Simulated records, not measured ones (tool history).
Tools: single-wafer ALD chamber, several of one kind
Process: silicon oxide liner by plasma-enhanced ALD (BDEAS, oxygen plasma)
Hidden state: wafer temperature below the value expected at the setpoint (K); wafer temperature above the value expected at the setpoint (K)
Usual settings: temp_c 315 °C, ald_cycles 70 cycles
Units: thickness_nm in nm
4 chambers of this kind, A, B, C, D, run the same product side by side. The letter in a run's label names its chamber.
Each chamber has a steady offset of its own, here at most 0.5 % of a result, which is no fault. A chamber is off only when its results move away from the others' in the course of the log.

run	day	temp_c	ald_cycles	hours since the last thermocouple change	read-back reference wafer on the same gauge, thickness_nm	thickness_nm
1A	0.512	315	70	582.8	6.2193	6.3533
2B	0.958	315	70	608	6.2156	6.3464
3D	1.517	315	70	971.4	6.2146	6.3554
4C	1.925	315	70	716.5	6.2137	6.3535
5B	2.325	315	70	640.8	6.2145	6.3663
6D	2.971	315	70	1006.3	6.2147	6.3364
7A	3.404	315	70	652.2	6.2139	6.3389
8C	3.908	315	70	764.1	6.2109	6.3783
9D	4.471	315	70	1042.3	6.2102	6.3337
10A	5.004	315	84	690.6	6.2091	7.6341
11C	5.608	315	84	804.9	6.2062	7.6113
12B	6.046	315	84	730.1	6.2039	7.621
13C	6.375	315	84	823.3	6.2053	7.6156
14A	6.783	315	61	733.3	6.2029	5.5447
15B	7.1	315	61	755.4	6.2017	5.524
16D	7.675	315	61	1119.2	6.2006	5.5211
17A	8.104	315	61	765	6.1992	5.5259
18B	8.658	315	70	792.8	6.1987	6.3485
19C	9.233	315	80	891.9	6.1951	7.2751
20D	9.7	315	80	1167.8	6.1949	7.2227
21C	10.304	315	80	917.6	6.1945	7.2595
22A	10.875	315	80	831.5	6.1932	7.2491
23B	11.225	315	70	854.4	6.1938	6.3364
24D	11.846	315	70	1219.3	6.1933	6.3185
25B	12.292	315	70	880	6.1891	6.3201
26C	12.912	315	70	980.2	6.1876	6.3374
27D	13.212	315	70	1252.1	6.1877	6.3277
28A	13.525	315	70	895.1	6.1877	6.3232

All 4 chambers run these settings next. Forecast each chamber's results:
29A	14	308	70			?
29B	14	308	70			?
29C	14	308	70			?
29D	14	308	70			?

run	thickness_nm
29A	6.3915
29B	6.394
29C	6.4049
29D	6.3931
